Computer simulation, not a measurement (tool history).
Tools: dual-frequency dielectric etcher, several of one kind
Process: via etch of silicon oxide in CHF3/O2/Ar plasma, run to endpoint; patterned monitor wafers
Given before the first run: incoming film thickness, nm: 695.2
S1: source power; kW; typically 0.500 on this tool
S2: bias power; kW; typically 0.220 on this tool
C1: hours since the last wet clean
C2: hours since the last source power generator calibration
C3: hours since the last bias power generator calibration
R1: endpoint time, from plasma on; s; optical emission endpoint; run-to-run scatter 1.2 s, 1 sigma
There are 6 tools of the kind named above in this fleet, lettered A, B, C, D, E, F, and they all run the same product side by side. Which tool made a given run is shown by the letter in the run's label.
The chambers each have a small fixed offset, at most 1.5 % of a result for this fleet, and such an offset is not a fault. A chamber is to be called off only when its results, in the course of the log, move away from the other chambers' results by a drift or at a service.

run	hour	S1	S2	C1	C2	C3	R1
1C	11.5	0.500	0.220	417.9	3064.3	1954.6	352.15
2A	22.9	0.500	0.220	79.2	459.3	471.8	357.27
3D	33.7	0.500	0.220	359.6	632.6	741.8	350.78
4E	43.4	0.500	0.220	330.2	366.1	1239.7	351.63
5B	54.4	0.500	0.220	267.8	664.7	3858.6	349.79
6F	65.4	0.580	0.220	276.8	1482.9	3316.6	334.48
# hour 69.3: chamber D: wet clean of the chamber
7E	71.0	0.580	0.220	357.8	393.7	1267.3	333.20
8F	81.0	0.580	0.220	292.4	1498.5	3332.2	335.51
9D	87.3	0.580	0.220	18.0	686.2	795.4	331.21
# hour 95.1: chamber C: wet clean of the chamber
10C	95.5	0.580	0.220	0.5	3148.3	2038.6	334.97
11B	103.2	0.580	0.220	316.6	713.5	3907.4	331.94
12A	114.5	0.500	0.220	170.8	550.9	563.4	356.74
13D	120.4	0.500	0.220	51.1	719.3	828.5	351.69
14C	131.7	0.500	0.220	36.7	3184.5	2074.8	354.00
15E	140.8	0.500	0.220	427.6	463.5	1337.1	351.69
16B	148.6	0.500	0.220	362.0	758.9	3952.8	352.94
17A	160.6	0.410	0.188	216.9	597.0	609.5	403.59
18F	172.6	0.410	0.188	384.0	1590.1	3423.8	403.62
19E	180.3	0.410	0.188	467.1	503.0	1376.6	399.61
# hour 185.1: chamber F: wet clean of the chamber
20B	186.7	0.410	0.188	400.1	797.0	3990.9	404.37
21A	197.9	0.410	0.188	254.2	634.3	646.8	406.27
22D	206.8	0.410	0.188	137.5	805.7	914.9	401.10
23F	218.0	0.500	0.220	32.9	1635.5	3469.2	352.83
# hour 224.2: chamber E: wet clean of the chamber
24C	228.1	0.500	0.220	133.1	3280.9	2171.2	353.22
25A	239.2	0.500	0.220	295.5	675.6	688.1	357.58
26E	249.4	0.500	0.220	25.3	572.1	1445.7	351.95
27F	259.7	0.500	0.220	74.6	1677.2	3510.9	354.47
28D	268.4	0.500	0.268	199.1	867.3	976.5	327.44
29B	279.6	0.500	0.268	493.0	889.9	4083.8	331.82
30C	291.0	0.500	0.268	196.0	3343.8	2234.1	329.51
31A	301.0	0.500	0.268	357.3	737.4	749.9	332.83
32B	309.9	0.500	0.268	523.3	920.2	4114.1	333.28
33C	318.5	0.500	0.268	223.5	3371.3	2261.6	326.51
34E	324.3	0.500	0.220	100.2	647.0	1520.6	351.43
35F	334.1	0.500	0.220	149.0	1751.6	3585.3	352.15
36D	345.7	0.500	0.220	276.4	944.6	1053.8	352.10
37B	354.2	0.500	0.220	567.6	964.5	4158.4	358.46
38C	364.7	0.500	0.220	269.7	3417.5	2307.8	353.02

What goes on in this fleet: one chamber off, a drifting gauge, or nothing beyond the chambers' own small offsets? Name the chamber and the cause, if any.

Chamber B drifts away from the others.
Most likely cause: etch rate under this chamber's usual, % = 2.6.

Below are 4 candidate recipes for chamber B's next run, each the usual settings with a change, their results shown as question marks. Which of them brings B's results back in line with what the other chambers give on the usual settings?
Maximum distance from the other chambers' mean on the usual settings for a result to count as in line: R1 4.40 s
39B-1	373.5	0.510	0.225				?
39B-2	373.5	0.500	0.209				?
39B-3	373.5	0.530	0.232				?
39B-4	373.5	0.470	0.208				?

The mean the other chambers reach with the usual settings: R1 353.48 s
run	R1
39B-1	353.89
39B-2	365.98
39B-3	344.97
39B-4	375.39
39B-1 puts the chamber back in line with the other chambers.
